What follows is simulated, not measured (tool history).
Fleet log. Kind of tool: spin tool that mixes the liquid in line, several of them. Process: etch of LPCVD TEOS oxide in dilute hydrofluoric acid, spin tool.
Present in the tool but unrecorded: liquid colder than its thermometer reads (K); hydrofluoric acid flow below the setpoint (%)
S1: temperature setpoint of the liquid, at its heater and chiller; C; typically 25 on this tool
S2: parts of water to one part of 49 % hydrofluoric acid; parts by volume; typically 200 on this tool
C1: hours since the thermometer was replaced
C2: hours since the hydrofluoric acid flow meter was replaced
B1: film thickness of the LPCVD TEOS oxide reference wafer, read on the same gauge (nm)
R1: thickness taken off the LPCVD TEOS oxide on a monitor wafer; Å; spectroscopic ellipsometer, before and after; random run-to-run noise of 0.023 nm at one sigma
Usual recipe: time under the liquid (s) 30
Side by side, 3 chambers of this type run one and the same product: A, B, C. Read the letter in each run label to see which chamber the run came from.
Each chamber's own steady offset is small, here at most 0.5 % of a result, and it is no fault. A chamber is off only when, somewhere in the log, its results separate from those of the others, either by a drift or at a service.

{"hour": 0.7, "done": "chamber B: thermometer replaced"}
{"run": "1C", "hour": 12.5, "S1": 25, "S2": 200, "time under the liquid (s)": 30, "C1": 48.7, "C2": 464.7, "B1": 60.002, "R1": 65.35}
{"run": "2B", "hour": 25.1, "S1": 25, "S2": 200, "time under the liquid (s)": 30, "C1": 24.5, "C2": 516.3, "B1": 59.988, "R1": 65.725}
{"hour": 26.0, "done": "chamber B: hydrofluoric acid flow meter replaced"}
{"hour": 34.1, "done": "chamber A: thermometer replaced"}
{"run": "3A", "hour": 36.9, "S1": 25, "S2": 200, "time under the liquid (s)": 30, "C1": 2.9, "C2": 1492.3, "B1": 59.992, "R1": 65.003}
{"run": "4B", "hour": 47.2, "S1": 25, "S2": 200, "time under the liquid (s)": 30, "C1": 46.6, "C2": 21.2, "B1": 60.026, "R1": 66.245}
{"run": "5C", "hour": 54.1, "S1": 25, "S2": 200, "time under the liquid (s)": 30, "C1": 90.3, "C2": 506.3, "B1": 59.996, "R1": 65.172}
{"run": "6A", "hour": 65.6, "S1": 25, "S2": 200, "time under the liquid (s)": 30, "C1": 31.6, "C2": 1521.0, "B1": 59.994, "R1": 65.367}
{"hour": 67.1, "done": "chamber C: hydrofluoric acid flow meter replaced"}
{"run": "7C", "hour": 76.6, "S1": 25, "S2": 200, "time under the liquid (s)": 30, "C1": 112.8, "C2": 9.6, "B1": 60.011, "R1": 65.272}
{"run": "8B", "hour": 84.6, "S1": 25, "S2": 200, "time under the liquid (s)": 30, "C1": 84.0, "C2": 58.6, "B1": 60.024, "R1": 65.654}
{"run": "9A", "hour": 96.8, "S1": 25, "S2": 200, "time under the liquid (s)": 30, "C1": 62.8, "C2": 1552.2, "B1": 60.005, "R1": 65.359}
{"run": "10C", "hour": 107.2, "S1": 25, "S2": 200, "time under the liquid (s)": 40, "C1": 143.4, "C2": 40.2, "B1": 59.985, "R1": 86.712}
{"run": "11B", "hour": 118.1, "S1": 25, "S2": 200, "time under the liquid (s)": 40, "C1": 117.5, "C2": 92.1, "B1": 60.015, "R1": 87.001}
{"run": "12A", "hour": 130.7, "S1": 25, "S2": 200, "time under the liquid (s)": 40, "C1": 96.7, "C2": 1586.1, "B1": 59.983, "R1": 87.526}
{"run": "13A", "hour": 141.8, "S1": 25, "S2": 200, "time under the liquid (s)": 30, "C1": 107.8, "C2": 1597.2, "B1": 60.008, "R1": 65.677}
{"run": "14C", "hour": 153.2, "S1": 25, "S2": 200, "time under the liquid (s)": 30, "C1": 189.4, "C2": 86.2, "B1": 60.0, "R1": 65.148}
{"run": "15B", "hour": 162.3, "S1": 25, "S2": 200, "time under the liquid (s)": 30, "C1": 161.7, "C2": 136.3, "B1": 59.996, "R1": 65.886}
{"run": "16B", "hour": 168.5, "S1": 25, "S2": 200, "time under the liquid (s)": 30, "C1": 167.9, "C2": 142.5, "B1": 60.019, "R1": 65.545}
{"run": "17A", "hour": 174.6, "S1": 25, "S2": 200, "time under the liquid (s)": 30, "C1": 140.6, "C2": 1630.0, "B1": 60.032, "R1": 64.958}
{"run": "18C", "hour": 180.6, "S1": 25, "S2": 200, "time under the liquid (s)": 30, "C1": 216.8, "C2": 113.6, "B1": 60.017, "R1": 65.281}
{"run": "19B", "hour": 188.2, "S1": 25, "S2": 200, "time under the liquid (s)": 30, "C1": 187.6, "C2": 162.2, "B1": 59.992, "R1": 65.828}
{"run": "20A", "hour": 197.3, "S1": 25, "S2": 200, "time under the liquid (s)": 30, "C1": 163.3, "C2": 1652.7, "B1": 60.008, "R1": 65.412}
{"run": "21C", "hour": 209.7, "S1": 25, "S2": 200, "time under the liquid (s)": 30, "C1": 245.9, "C2": 142.7, "B1": 59.989, "R1": 65.243}
{"run": "22A", "hour": 217.9, "S1": 25, "S2": 200, "time under the liquid (s)": 30, "C1": 183.9, "C2": 1673.3, "B1": 60.016, "R1": 65.878}
{"run": "23B", "hour": 231.1, "S1": 25, "S2": 200, "time under the liquid (s)": 30, "C1": 230.5, "C2": 205.1, "B1": 60.014, "R1": 65.803}
{"run": "24C", "hour": 241.2, "S1": 25, "S2": 200, "time under the liquid (s)": 30, "C1": 277.4, "C2": 174.2, "B1": 59.995, "R1": 65.137}

Next, all 3 chambers run the settings below, one line each with question marks for the results. What does each chamber give?
{"run": "25A", "hour": 250.6, "S1": 25, "S2": 200, "time under the liquid (s)": 30, "R1": "?"}
{"run": "25B", "hour": 250.6, "S1": 25, "S2": 200, "time under the liquid (s)": 30, "R1": "?"}
{"run": "25C", "hour": 250.6, "S1": 25, "S2": 200, "time under the liquid (s)": 30, "R1": "?"}

run=25A R1=65.429
run=25B R1=65.498
run=25C R1=64.986

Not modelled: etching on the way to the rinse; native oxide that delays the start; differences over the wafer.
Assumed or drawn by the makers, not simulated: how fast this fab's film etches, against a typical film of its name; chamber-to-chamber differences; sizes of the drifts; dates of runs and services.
